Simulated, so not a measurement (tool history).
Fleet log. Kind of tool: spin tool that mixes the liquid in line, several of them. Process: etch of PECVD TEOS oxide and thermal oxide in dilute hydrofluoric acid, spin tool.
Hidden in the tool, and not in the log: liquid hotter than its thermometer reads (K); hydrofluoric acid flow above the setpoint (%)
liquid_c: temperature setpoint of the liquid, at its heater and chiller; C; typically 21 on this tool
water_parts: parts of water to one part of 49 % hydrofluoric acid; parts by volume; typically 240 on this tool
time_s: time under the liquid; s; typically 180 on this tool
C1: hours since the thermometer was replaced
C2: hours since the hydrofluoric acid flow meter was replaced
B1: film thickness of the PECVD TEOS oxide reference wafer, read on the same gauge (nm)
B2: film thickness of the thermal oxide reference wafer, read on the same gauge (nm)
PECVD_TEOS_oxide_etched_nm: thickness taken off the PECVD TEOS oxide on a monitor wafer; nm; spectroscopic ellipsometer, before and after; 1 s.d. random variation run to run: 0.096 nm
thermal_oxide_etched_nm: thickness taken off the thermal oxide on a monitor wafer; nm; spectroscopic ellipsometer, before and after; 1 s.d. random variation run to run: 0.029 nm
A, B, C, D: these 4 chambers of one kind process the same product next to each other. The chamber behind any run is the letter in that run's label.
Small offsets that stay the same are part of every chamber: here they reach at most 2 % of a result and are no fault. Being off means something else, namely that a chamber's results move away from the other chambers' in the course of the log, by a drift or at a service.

{"run": "1A", "hour": 4.2, "liquid_c": 21, "water_parts": 240, "time_s": 180, "C1": 771.2, "C2": 220.6, "B1": 39.982, "B2": 29.99, "PECVD_TEOS_oxide_etched_nm": 16.253, "thermal_oxide_etched_nm": 2.6961}
{"run": "2C", "hour": 9.8, "liquid_c": 21, "water_parts": 240, "time_s": 180, "C1": 735.5, "C2": 520.9, "B1": 40.006, "B2": 29.951, "PECVD_TEOS_oxide_etched_nm": 16.098, "thermal_oxide_etched_nm": 2.7422}
{"run": "3D", "hour": 15.8, "liquid_c": 21, "water_parts": 240, "time_s": 180, "C1": 362.1, "C2": 427, "B1": 40.01, "B2": 30.021, "PECVD_TEOS_oxide_etched_nm": 16.112, "thermal_oxide_etched_nm": 2.7222}
{"run": "4B", "hour": 20.8, "liquid_c": 21, "water_parts": 240, "time_s": 180, "C1": 468, "C2": 2159.3, "B1": 39.979, "B2": 29.962, "PECVD_TEOS_oxide_etched_nm": 16.609, "thermal_oxide_etched_nm": 2.7843}
{"run": "5B", "hour": 28.1, "liquid_c": 21, "water_parts": 240, "time_s": 180, "C1": 475.3, "C2": 2166.6, "B1": 40.024, "B2": 29.978, "PECVD_TEOS_oxide_etched_nm": 16.517, "thermal_oxide_etched_nm": 2.7071}
{"run": "6D", "hour": 36.5, "liquid_c": 18.5, "water_parts": 240, "time_s": 115, "C1": 382.8, "C2": 447.7, "B1": 39.969, "B2": 30.027, "PECVD_TEOS_oxide_etched_nm": 9.209, "thermal_oxide_etched_nm": 1.5826}
{"run": "7C", "hour": 40.7, "liquid_c": 18.5, "water_parts": 240, "time_s": 115, "C1": 766.4, "C2": 551.8, "B1": 39.975, "B2": 29.999, "PECVD_TEOS_oxide_etched_nm": 9.3703, "thermal_oxide_etched_nm": 1.6087}
{"run": "8A", "hour": 44.9, "liquid_c": 18.5, "water_parts": 240, "time_s": 115, "C1": 811.9, "C2": 261.3, "B1": 40.032, "B2": 29.966, "PECVD_TEOS_oxide_etched_nm": 9.5279, "thermal_oxide_etched_nm": 1.5796}
{"run": "9A", "hour": 50.6, "liquid_c": 18.5, "water_parts": 240, "time_s": 115, "C1": 817.6, "C2": 267, "B1": 40.042, "B2": 29.983, "PECVD_TEOS_oxide_etched_nm": 9.6309, "thermal_oxide_etched_nm": 1.5909}
{"run": "10C", "hour": 59.2, "liquid_c": 21, "water_parts": 240, "time_s": 180, "C1": 784.9, "C2": 570.3, "B1": 40.013, "B2": 30.011, "PECVD_TEOS_oxide_etched_nm": 16.3, "thermal_oxide_etched_nm": 2.7364}
{"run": "11B", "hour": 63.8, "liquid_c": 21, "water_parts": 240, "time_s": 265, "C1": 511, "C2": 2202.3, "B1": 40, "B2": 30.02, "PECVD_TEOS_oxide_etched_nm": 24.438, "thermal_oxide_etched_nm": 4.0782}
{"run": "12D", "hour": 71.1, "liquid_c": 21, "water_parts": 240, "time_s": 265, "C1": 417.4, "C2": 482.3, "B1": 39.994, "B2": 30.018, "PECVD_TEOS_oxide_etched_nm": 23.518, "thermal_oxide_etched_nm": 4.0342}
{"run": "13A", "hour": 77.4, "liquid_c": 21, "water_parts": 240, "time_s": 265, "C1": 844.4, "C2": 293.8, "B1": 39.998, "B2": 30.047, "PECVD_TEOS_oxide_etched_nm": 23.964, "thermal_oxide_etched_nm": 3.9845}
{"run": "14C", "hour": 84.8, "liquid_c": 21, "water_parts": 240, "time_s": 265, "C1": 810.5, "C2": 595.9, "B1": 40.008, "B2": 29.985, "PECVD_TEOS_oxide_etched_nm": 24.09, "thermal_oxide_etched_nm": 4.016}
{"run": "15B", "hour": 93.7, "liquid_c": 21, "water_parts": 240, "time_s": 180, "C1": 540.9, "C2": 2232.2, "B1": 39.991, "B2": 30.029, "PECVD_TEOS_oxide_etched_nm": 16.373, "thermal_oxide_etched_nm": 2.7199}
{"run": "16D", "hour": 102.5, "liquid_c": 21, "water_parts": 240, "time_s": 180, "C1": 448.8, "C2": 513.7, "B1": 40.007, "B2": 30.006, "PECVD_TEOS_oxide_etched_nm": 16.127, "thermal_oxide_etched_nm": 2.7609}
{"run": "17A", "hour": 107.3, "liquid_c": 21, "water_parts": 240, "time_s": 180, "C1": 874.3, "C2": 323.7, "B1": 39.989, "B2": 30.037, "PECVD_TEOS_oxide_etched_nm": 16.345, "thermal_oxide_etched_nm": 2.6916}
{"run": "18B", "hour": 113.1, "liquid_c": 21, "water_parts": 240, "time_s": 180, "C1": 560.3, "C2": 2251.6, "B1": 39.98, "B2": 30.032, "PECVD_TEOS_oxide_etched_nm": 16.571, "thermal_oxide_etched_nm": 2.695}
{"run": "19D", "hour": 121.8, "liquid_c": 21, "water_parts": 240, "time_s": 180, "C1": 468.1, "C2": 533, "B1": 40.014, "B2": 30.002, "PECVD_TEOS_oxide_etched_nm": 16.005, "thermal_oxide_etched_nm": 2.8008}
{"run": "20C", "hour": 129.6, "liquid_c": 21, "water_parts": 240, "time_s": 180, "C1": 855.3, "C2": 640.7, "B1": 39.993, "B2": 30.013, "PECVD_TEOS_oxide_etched_nm": 16.6, "thermal_oxide_etched_nm": 2.826}
{"run": "21B", "hour": 134.6, "liquid_c": 21, "water_parts": 240, "time_s": 180, "C1": 581.8, "C2": 2273.1, "B1": 39.977, "B2": 29.984, "PECVD_TEOS_oxide_etched_nm": 16.504, "thermal_oxide_etched_nm": 2.6987}
{"run": "22D", "hour": 142.2, "liquid_c": 21, "water_parts": 240, "time_s": 180, "C1": 488.5, "C2": 553.4, "B1": 39.974, "B2": 30.021, "PECVD_TEOS_oxide_etched_nm": 15.944, "thermal_oxide_etched_nm": 2.7767}
{"run": "23C", "hour": 150.2, "liquid_c": 21, "water_parts": 240, "time_s": 180, "C1": 875.9, "C2": 661.3, "B1": 39.981, "B2": 30.029, "PECVD_TEOS_oxide_etched_nm": 16.634, "thermal_oxide_etched_nm": 2.7867}
{"run": "24A", "hour": 156.0, "liquid_c": 21, "water_parts": 240, "time_s": 180, "C1": 923, "C2": 372.4, "B1": 40.014, "B2": 29.982, "PECVD_TEOS_oxide_etched_nm": 16.35, "thermal_oxide_etched_nm": 2.7606}
{"run": "25C", "hour": 161.7, "liquid_c": 21, "water_parts": 240, "time_s": 180, "C1": 887.4, "C2": 672.8, "B1": 40.005, "B2": 30.01, "PECVD_TEOS_oxide_etched_nm": 16.732, "thermal_oxide_etched_nm": 2.8275}
{"run": "26B", "hour": 168.0, "liquid_c": 21, "water_parts": 240, "time_s": 180, "C1": 615.2, "C2": 2306.5, "B1": 39.975, "B2": 30.013, "PECVD_TEOS_oxide_etched_nm": 16.481, "thermal_oxide_etched_nm": 2.7603}
{"run": "27A", "hour": 176.1, "liquid_c": 21, "water_parts": 240, "time_s": 180, "C1": 943.1, "C2": 392.5, "B1": 39.997, "B2": 30.025, "PECVD_TEOS_oxide_etched_nm": 16.352, "thermal_oxide_etched_nm": 2.6965}
{"run": "28D", "hour": 180.1, "liquid_c": 21, "water_parts": 240, "time_s": 180, "C1": 526.4, "C2": 591.3, "B1": 40, "B2": 30.034, "PECVD_TEOS_oxide_etched_nm": 16.073, "thermal_oxide_etched_nm": 2.7593}
{"run": "29C", "hour": 186.4, "liquid_c": 21, "water_parts": 240, "time_s": 180, "C1": 912.1, "C2": 697.5, "B1": 39.98, "B2": 29.959, "PECVD_TEOS_oxide_etched_nm": 17.031, "thermal_oxide_etched_nm": 2.8136}
{"run": "30D", "hour": 193.9, "liquid_c": 21, "water_parts": 240, "time_s": 180, "C1": 540.2, "C2": 605.1, "B1": 40.014, "B2": 30.007, "PECVD_TEOS_oxide_etched_nm": 16.222, "thermal_oxide_etched_nm": 2.7593}
{"hour": 197.4, "done": "chamber D: thermometer replaced"}
{"run": "31A", "hour": 202.4, "liquid_c": 21, "water_parts": 240, "time_s": 180, "C1": 969.4, "C2": 418.8, "B1": 39.994, "B2": 29.987, "PECVD_TEOS_oxide_etched_nm": 16.569, "thermal_oxide_etched_nm": 2.7321}
{"run": "32B", "hour": 208.4, "liquid_c": 21, "water_parts": 240, "time_s": 180, "C1": 655.6, "C2": 2346.9, "B1": 40.003, "B2": 30.025, "PECVD_TEOS_oxide_etched_nm": 16.619, "thermal_oxide_etched_nm": 2.7588}
{"run": "33B", "hour": 216.0, "liquid_c": 21, "water_parts": 240, "time_s": 180, "C1": 663.2, "C2": 2354.5, "B1": 40.011, "B2": 29.971, "PECVD_TEOS_oxide_etched_nm": 16.552, "thermal_oxide_etched_nm": 2.7}
{"run": "34D", "hour": 224.9, "liquid_c": 21, "water_parts": 240, "time_s": 180, "C1": 27.6, "C2": 636.1, "B1": 39.963, "B2": 29.969, "PECVD_TEOS_oxide_etched_nm": 16.085, "thermal_oxide_etched_nm": 2.7198}
{"run": "35C", "hour": 232.2, "liquid_c": 21, "water_parts": 240, "time_s": 180, "C1": 957.9, "C2": 743.3, "B1": 40.038, "B2": 30.012, "PECVD_TEOS_oxide_etched_nm": 17.036, "thermal_oxide_etched_nm": 2.9326}
{"run": "36A", "hour": 239.1, "liquid_c": 21, "water_parts": 240, "time_s": 180, "C1": 1006.1, "C2": 455.5, "B1": 40.018, "B2": 30.028, "PECVD_TEOS_oxide_etched_nm": 16.418, "thermal_oxide_etched_nm": 2.7414}
{"run": "37A", "hour": 243.7, "liquid_c": 21, "water_parts": 240, "time_s": 180, "C1": 1010.7, "C2": 460.1, "B1": 39.996, "B2": 29.987, "PECVD_TEOS_oxide_etched_nm": 16.372, "thermal_oxide_etched_nm": 2.7429}
{"run": "38D", "hour": 252.5, "liquid_c": 21, "water_parts": 240, "time_s": 180, "C1": 55.2, "C2": 663.7, "B1": 40, "B2": 29.989, "PECVD_TEOS_oxide_etched_nm": 15.919, "thermal_oxide_etched_nm": 2.7864}
{"run": "39B", "hour": 261.6, "liquid_c": 21, "water_parts": 240, "time_s": 180, "C1": 708.8, "C2": 2400.1, "B1": 40.014, "B2": 29.973, "PECVD_TEOS_oxide_etched_nm": 16.676, "thermal_oxide_etched_nm": 2.776}

Does one chamber stand apart from the rest, does the shared gauge drift, or is all well apart from small per-chamber offsets? Give the chamber and the most likely cause, where there is one.

It is chamber C that slowly wanders off from its peers.
Most likely cause: liquid hotter than its thermometer reads (K) = 1.53.
It could be hard to tell apart here from: hydrofluoric acid flow above the setpoint (%).

Below are 4 candidate recipes for chamber C's next run, each the usual settings with a change, their results shown as question marks. Which of them brings C's results back in line with what the other chambers give on the usual settings?
In line here means within this much of the mean the other chambers give on the usual settings: PECVD_TEOS_oxide_etched_nm 0.34 nm; thermal_oxide_etched_nm 0.1 nm
{"run": "40C-1", "hour": 268.2, "liquid_c": 21, "water_parts": 235, "time_s": 185, "PECVD_TEOS_oxide_etched_nm": "?", "thermal_oxide_etched_nm": "?"}
{"run": "40C-2", "hour": 268.2, "liquid_c": 21, "water_parts": 250, "time_s": 170, "PECVD_TEOS_oxide_etched_nm": "?", "thermal_oxide_etched_nm": "?"}
{"run": "40C-3", "hour": 268.2, "liquid_c": 21, "water_parts": 245, "time_s": 175, "PECVD_TEOS_oxide_etched_nm": "?", "thermal_oxide_etched_nm": "?"}
{"run": "40C-4", "hour": 268.2, "liquid_c": 21, "water_parts": 230, "time_s": 190, "PECVD_TEOS_oxide_etched_nm": "?", "thermal_oxide_etched_nm": "?"}

What the other chambers average on the usual settings: PECVD_TEOS_oxide_etched_nm 16.325 nm; thermal_oxide_etched_nm 2.7349 nm
run=40C-1 PECVD_TEOS_oxide_etched_nm=18.179 thermal_oxide_etched_nm=3.0508
run=40C-2 PECVD_TEOS_oxide_etched_nm=15.476 thermal_oxide_etched_nm=2.5973
run=40C-3 PECVD_TEOS_oxide_etched_nm=16.335 thermal_oxide_etched_nm=2.7415
run=40C-4 PECVD_TEOS_oxide_etched_nm=19.17 thermal_oxide_etched_nm=3.2172
40C-3 puts the chamber back in line with the other chambers.
